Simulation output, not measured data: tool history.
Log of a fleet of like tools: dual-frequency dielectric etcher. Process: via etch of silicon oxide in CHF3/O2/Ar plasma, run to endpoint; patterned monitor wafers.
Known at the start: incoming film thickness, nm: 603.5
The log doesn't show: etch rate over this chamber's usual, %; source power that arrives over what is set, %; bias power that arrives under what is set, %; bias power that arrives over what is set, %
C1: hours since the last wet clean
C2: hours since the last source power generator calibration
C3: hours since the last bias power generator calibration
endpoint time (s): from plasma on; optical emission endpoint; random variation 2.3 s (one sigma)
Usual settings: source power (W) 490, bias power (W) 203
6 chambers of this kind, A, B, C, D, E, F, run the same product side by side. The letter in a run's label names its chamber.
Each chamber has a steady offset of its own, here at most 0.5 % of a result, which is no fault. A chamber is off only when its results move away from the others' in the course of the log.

{"run": "1C", "day": 0.217, "source power (W)": 490, "bias power (W)": 203, "C1": 155.7, "C2": 558.5, "C3": 122.9, "endpoint time (s)": 316.25}
{"run": "2A", "day": 0.404, "source power (W)": 490, "bias power (W)": 203, "C1": 85.3, "C2": 1014.8, "C3": 1126.8, "endpoint time (s)": 319.53}
{"run": "3B", "day": 0.546, "source power (W)": 490, "bias power (W)": 203, "C1": 100.5, "C2": 1566.1, "C3": 3459.3, "endpoint time (s)": 316.4}
{"run": "4E", "day": 0.725, "source power (W)": 490, "bias power (W)": 203, "C1": 282.1, "C2": 153.9, "C3": 3622.6, "endpoint time (s)": 313.44}
{"run": "5D", "day": 0.879, "source power (W)": 490, "bias power (W)": 203, "C1": 280.9, "C2": 1452.1, "C3": 84.0, "endpoint time (s)": 309.98}
{"run": "6F", "day": 1.017, "source power (W)": 490, "bias power (W)": 203, "C1": 374.2, "C2": 343.2, "C3": 3367.9, "endpoint time (s)": 313.17}
{"run": "7A", "day": 1.204, "source power (W)": 490, "bias power (W)": 203, "C1": 104.5, "C2": 1034.0, "C3": 1146.0, "endpoint time (s)": 319.97}
{"run": "8F", "day": 1.371, "source power (W)": 490, "bias power (W)": 203, "C1": 382.7, "C2": 351.7, "C3": 3376.4, "endpoint time (s)": 312.28}
{"day": 1.542, "done": "chamber F: bias power generator calibrated"}
{"run": "9E", "day": 1.558, "source power (W)": 490, "bias power (W)": 203, "C1": 302.1, "C2": 173.9, "C3": 3642.6, "endpoint time (s)": 318.01}
{"run": "10D", "day": 1.683, "source power (W)": 490, "bias power (W)": 203, "C1": 300.2, "C2": 1471.4, "C3": 103.3, "endpoint time (s)": 317.82}
{"run": "11C", "day": 1.867, "source power (W)": 490, "bias power (W)": 203, "C1": 195.3, "C2": 598.1, "C3": 162.5, "endpoint time (s)": 311.94}
{"run": "12B", "day": 2.121, "source power (W)": 490, "bias power (W)": 203, "C1": 138.3, "C2": 1603.9, "C3": 3497.1, "endpoint time (s)": 313.02}
{"run": "13B", "day": 2.267, "source power (W)": 490, "bias power (W)": 203, "C1": 141.8, "C2": 1607.4, "C3": 3500.6, "endpoint time (s)": 315.06}
{"run": "14D", "day": 2.542, "source power (W)": 490, "bias power (W)": 203, "C1": 320.8, "C2": 1492.0, "C3": 123.9, "endpoint time (s)": 316.57}
{"run": "15F", "day": 2.725, "source power (W)": 560, "bias power (W)": 225, "C1": 415.2, "C2": 384.2, "C3": 28.4, "endpoint time (s)": 290.6}
{"run": "16E", "day": 2.858, "source power (W)": 560, "bias power (W)": 225, "C1": 333.3, "C2": 205.1, "C3": 3673.8, "endpoint time (s)": 285.72}
{"day": 2.958, "done": "chamber D: wet clean of the chamber"}
{"run": "17A", "day": 2.988, "source power (W)": 560, "bias power (W)": 225, "C1": 147.3, "C2": 1076.8, "C3": 1188.8, "endpoint time (s)": 291.29}
{"run": "18C", "day": 3.192, "source power (W)": 560, "bias power (W)": 225, "C1": 227.1, "C2": 629.9, "C3": 194.3, "endpoint time (s)": 288.58}
{"run": "19D", "day": 3.388, "source power (W)": 560, "bias power (W)": 225, "C1": 10.3, "C2": 1512.3, "C3": 144.2, "endpoint time (s)": 286.22}
{"day": 3.583, "done": "chamber E: wet clean of the chamber"}
{"run": "20C", "day": 3.629, "source power (W)": 560, "bias power (W)": 225, "C1": 237.6, "C2": 640.4, "C3": 204.8, "endpoint time (s)": 286.73}
{"run": "21A", "day": 3.908, "source power (W)": 490, "bias power (W)": 203, "C1": 169.4, "C2": 1098.9, "C3": 1210.9, "endpoint time (s)": 317.13}
{"run": "22F", "day": 4.092, "source power (W)": 490, "bias power (W)": 203, "C1": 448.0, "C2": 417.0, "C3": 61.2, "endpoint time (s)": 313.89}
{"run": "23B", "day": 4.217, "source power (W)": 490, "bias power (W)": 203, "C1": 188.6, "C2": 1654.2, "C3": 3547.4, "endpoint time (s)": 314.16}
{"run": "24E", "day": 4.371, "source power (W)": 490, "bias power (W)": 203, "C1": 18.9, "C2": 241.4, "C3": 3710.1, "endpoint time (s)": 317.54}
{"day": 4.454, "done": "chamber F: wet clean of the chamber"}
{"run": "25A", "day": 4.583, "source power (W)": 490, "bias power (W)": 203, "C1": 185.6, "C2": 1115.1, "C3": 1227.1, "endpoint time (s)": 313.93}
{"run": "26B", "day": 4.842, "source power (W)": 490, "bias power (W)": 203, "C1": 203.6, "C2": 1669.2, "C3": 3562.4, "endpoint time (s)": 317.75}
{"run": "27D", "day": 5.112, "source power (W)": 490, "bias power (W)": 203, "C1": 51.7, "C2": 1553.7, "C3": 185.6, "endpoint time (s)": 315.15}
{"run": "28F", "day": 5.233, "source power (W)": 490, "bias power (W)": 203, "C1": 18.8, "C2": 444.4, "C3": 88.6, "endpoint time (s)": 316.21}
{"run": "29C", "day": 5.362, "source power (W)": 490, "bias power (W)": 203, "C1": 279.2, "C2": 682.0, "C3": 246.4, "endpoint time (s)": 315.31}
{"run": "30E", "day": 5.583, "source power (W)": 490, "bias power (W)": 203, "C1": 48.0, "C2": 270.5, "C3": 3739.2, "endpoint time (s)": 318.17}
{"run": "31B", "day": 5.733, "source power (W)": 590, "bias power (W)": 203, "C1": 225.0, "C2": 1690.6, "C3": 3583.8, "endpoint time (s)": 294.57}
{"run": "32C", "day": 5.875, "source power (W)": 590, "bias power (W)": 203, "C1": 291.5, "C2": 694.3, "C3": 258.7, "endpoint time (s)": 296.57}
{"run": "33F", "day": 6.142, "source power (W)": 590, "bias power (W)": 203, "C1": 40.6, "C2": 466.2, "C3": 110.4, "endpoint time (s)": 293.33}
{"run": "34D", "day": 6.296, "source power (W)": 590, "bias power (W)": 203, "C1": 80.1, "C2": 1582.1, "C3": 214.0, "endpoint time (s)": 295.63}
{"run": "35A", "day": 6.488, "source power (W)": 590, "bias power (W)": 203, "C1": 231.3, "C2": 1160.8, "C3": 1272.8, "endpoint time (s)": 295.94}
{"run": "36E", "day": 6.746, "source power (W)": 590, "bias power (W)": 203, "C1": 75.9, "C2": 298.4, "C3": 3767.1, "endpoint time (s)": 292.86}
{"run": "37C", "day": 6.875, "source power (W)": 490, "bias power (W)": 203, "C1": 315.5, "C2": 718.3, "C3": 282.7, "endpoint time (s)": 312.15}

What goes on in this fleet: one chamber off, a drifting gauge, or nothing beyond the chambers' own small offsets? Name the chamber and the cause, if any.

No chamber stands off beyond its own small offset, and the gauge holds steady.

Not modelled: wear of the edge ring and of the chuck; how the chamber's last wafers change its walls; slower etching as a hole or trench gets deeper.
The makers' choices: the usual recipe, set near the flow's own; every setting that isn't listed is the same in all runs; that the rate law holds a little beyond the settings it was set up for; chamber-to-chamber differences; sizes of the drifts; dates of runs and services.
